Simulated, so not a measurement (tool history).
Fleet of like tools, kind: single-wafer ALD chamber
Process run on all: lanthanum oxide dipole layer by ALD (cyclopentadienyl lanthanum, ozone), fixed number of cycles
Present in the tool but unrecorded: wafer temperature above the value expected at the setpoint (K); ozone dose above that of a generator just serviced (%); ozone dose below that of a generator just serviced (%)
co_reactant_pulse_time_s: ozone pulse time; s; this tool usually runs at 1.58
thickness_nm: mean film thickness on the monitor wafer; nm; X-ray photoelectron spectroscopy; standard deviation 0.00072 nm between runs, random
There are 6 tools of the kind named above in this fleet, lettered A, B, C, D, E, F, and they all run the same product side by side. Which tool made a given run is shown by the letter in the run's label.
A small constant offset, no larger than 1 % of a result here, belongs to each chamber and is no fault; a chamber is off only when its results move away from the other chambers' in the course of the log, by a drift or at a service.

| run | hour | co_reactant_pulse_time_s | hours since the last thermocouple change | hours since the last ozone generator service | read-back reference wafer on the same gauge, thickness_nm | thickness_nm |
|---|---|---|---|---|---|---|
| 1F | 10.1 | 1.58 | 151.5 | 358.4 | 0.57893 | 0.55553 |
| 2E | 18.7 | 1.58 | 836.7 | 454.9 | 0.57870 | 0.55687 |
| 3B | 30.0 | 1.58 | 2106.0 | 543.0 | 0.57888 | 0.55791 |
|  | 34.1 | chamber B: ozone generator serviced |
| 4A | 39.5 | 1.58 | 1521.1 | 42.8 | 0.57860 | 0.55016 |
| 5C | 50.1 | 1.58 | 1104.4 | 595.0 | 0.57853 | 0.55099 |
| 6D | 59.4 | 1.58 | 842.8 | 539.4 | 0.57841 | 0.55273 |
| 7E | 67.1 | 1.58 | 885.1 | 503.3 | 0.57853 | 0.55628 |
| 8D | 75.5 | 1.58 | 858.9 | 555.5 | 0.57837 | 0.55120 |
| 9A | 86.4 | 1.58 | 1568.0 | 89.7 | 0.57836 | 0.54994 |
|  | 90.4 | chamber B: thermocouple changed; heater temperature recalibrated |
| 10F | 93.7 | 1.58 | 235.1 | 442.0 | 0.57813 | 0.55540 |
| 11C | 102.4 | 1.58 | 1156.7 | 647.3 | 0.57797 | 0.54960 |
| 12B | 110.1 | 2.00 | 19.8 | 76.0 | 0.57786 | 0.57178 |
| 13E | 119.5 | 2.00 | 937.5 | 555.7 | 0.57807 | 0.57081 |
| 14D | 131.3 | 2.00 | 914.7 | 611.3 | 0.57801 | 0.56481 |
| 15B | 138.0 | 2.00 | 47.7 | 103.9 | 0.57783 | 0.57254 |
| 16F | 145.1 | 2.00 | 286.5 | 493.4 | 0.57781 | 0.56962 |
| 17A | 156.0 | 2.00 | 1637.6 | 159.3 | 0.57742 | 0.56220 |
| 18C | 167.0 | 1.58 | 1221.3 | 711.9 | 0.57754 | 0.54958 |
| 19F | 177.3 | 1.58 | 318.7 | 525.6 | 0.57741 | 0.55457 |
| 20A | 185.7 | 1.58 | 1667.3 | 189.0 | 0.57725 | 0.55007 |
| 21D | 196.4 | 1.58 | 979.8 | 676.4 | 0.57695 | 0.55041 |
| 22B | 205.9 | 1.58 | 115.6 | 171.8 | 0.57712 | 0.55528 |
| 23E | 217.4 | 1.58 | 1035.4 | 653.6 | 0.57694 | 0.55446 |
| 24C | 226.9 | 1.58 | 1281.2 | 771.8 | 0.57710 | 0.54824 |
| 25E | 232.5 | 1.00 | 1050.5 | 668.7 | 0.57704 | 0.50176 |
| 26F | 239.2 | 1.00 | 380.6 | 587.5 | 0.57692 | 0.50151 |
| 27A | 246.4 | 1.00 | 1728.0 | 249.7 | 0.57673 | 0.49523 |
| 28B | 253.9 | 1.00 | 163.6 | 219.8 | 0.57647 | 0.49872 |
| 29D | 265.1 | 1.00 | 1048.5 | 745.1 | 0.57665 | 0.49676 |
| 30C | 271.6 | 1.00 | 1325.9 | 816.5 | 0.57659 | 0.49546 |
|  | 275.3 | chamber A: thermocouple changed; heater temperature recalibrated |
| 31E | 282.7 | 1.58 | 1100.7 | 718.9 | 0.57631 | 0.55577 |
| 32A | 291.7 | 1.58 | 16.4 | 295.0 | 0.57641 | 0.54724 |
| 33D | 298.2 | 1.58 | 1081.6 | 778.2 | 0.57643 | 0.55089 |
| 34F | 309.2 | 1.58 | 450.6 | 657.5 | 0.57640 | 0.55367 |
| 35C | 314.5 | 1.58 | 1368.8 | 859.4 | 0.57614 | 0.54934 |
| 36B | 325.9 | 1.02 | 235.6 | 291.8 | 0.57584 | 0.50159 |
| 37C | 331.8 | 1.02 | 1386.1 | 876.7 | 0.57587 | 0.49881 |

All chambers now run identical settings, listed one chamber a line with results as question marks. What results will each chamber show?
| 38A | 340.3 | 1.58 |  |  |  | ? |
| 38B | 340.3 | 1.58 |  |  |  | ? |
| 38C | 340.3 | 1.58 |  |  |  | ? |
| 38D | 340.3 | 1.58 |  |  |  | ? |
| 38E | 340.3 | 1.58 |  |  |  | ? |
| 38F | 340.3 | 1.58 |  |  |  | ? |

| run | thickness_nm |
|---|---|
| 38A | 0.54661 |
| 38B | 0.55414 |
| 38C | 0.54855 |
| 38D | 0.55039 |
| 38E | 0.55346 |
| 38F | 0.55348 |

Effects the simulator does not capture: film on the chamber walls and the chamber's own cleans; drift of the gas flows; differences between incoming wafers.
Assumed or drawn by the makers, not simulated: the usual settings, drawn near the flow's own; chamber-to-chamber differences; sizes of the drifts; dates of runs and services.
